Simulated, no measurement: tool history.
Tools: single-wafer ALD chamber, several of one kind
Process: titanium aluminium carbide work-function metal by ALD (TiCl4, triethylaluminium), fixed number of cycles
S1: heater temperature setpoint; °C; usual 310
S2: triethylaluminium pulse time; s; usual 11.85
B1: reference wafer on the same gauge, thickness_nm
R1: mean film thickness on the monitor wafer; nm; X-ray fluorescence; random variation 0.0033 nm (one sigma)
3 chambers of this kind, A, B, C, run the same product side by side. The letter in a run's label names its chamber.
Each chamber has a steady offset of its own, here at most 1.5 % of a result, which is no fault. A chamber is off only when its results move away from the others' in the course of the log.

run   hour   S1     S2      B1      R1
 1A    6.3  310  11.85  1.7906  2.1318
 2B   12.6  310  11.85  1.7908  2.0985
 3C   17.2  310  11.85  1.7915  2.1237
 4A   24.2  310  11.85   1.791   2.126
 5C   29.2  310  11.85  1.7919  2.1279
 6B   33.9  310  11.85  1.7924  2.1027
 7A   41.2  310  11.85  1.7927  2.1247
      44.3  -- chamber C: thermocouple changed; heater temperature recalibrated
 8B   46.8  310  11.85  1.7929   2.101
 9C   52.7  300  11.85  1.7927  2.0441
10A     59  300  11.85  1.7933  2.0343
11B   62.6  300  11.85  1.7932  2.0156
12C   66.1  310  11.85  1.7934  2.1269
13C   69.8  310  11.85   1.794  2.1285
14A   76.7  310  11.85  1.7935  2.1334
15B   80.1  310  11.85  1.7946  2.1063
16B   86.6  310  11.85  1.7945  2.1056
17A     94  310  11.85  1.7958   2.133
18C  100.1  310  11.85   1.795  2.1367
19A  107.5  310  11.85  1.7956  2.1345
20C  114.1  310  11.85  1.7964  2.1294
21B    119  310  11.85  1.7962  2.1021
22A  123.2  310  11.85  1.7961  2.1365
23B  127.7  310  11.85  1.7969  2.1016
24C    133  310  11.85  1.7972  2.1384
25B  137.9  310  15.34  1.7977  2.1346
26C  142.1  310  15.34  1.7986  2.1609
27A  148.6  310  15.34  1.7983  2.1553
28C  152.5  310  11.85  1.7986  2.1373
29A  159.8  310  11.85  1.7988  2.1337
30B    167  310  11.85  1.7995  2.1085
31A  173.3  310  11.85  1.7995  2.1377
32C  176.7  310  11.85  1.7995  2.1334
33B    183  310  11.85  1.7999   2.109
34B  189.1  321   7.27  1.8003   2.069
35C  196.4  321   7.27  1.8011  2.0932
36A  201.7  321   7.27  1.8015  2.0873
37A  206.3  310  11.85  1.8016  2.1364

Is one chamber off against the others, does the gauge drift, or is nothing wrong? If a chamber is off, say which, and what the likeliest cause is.

The gauge drifts, so all chambers seem to drift together. No chamber is off.
Cause: gauge reads high (%) = 0.643.
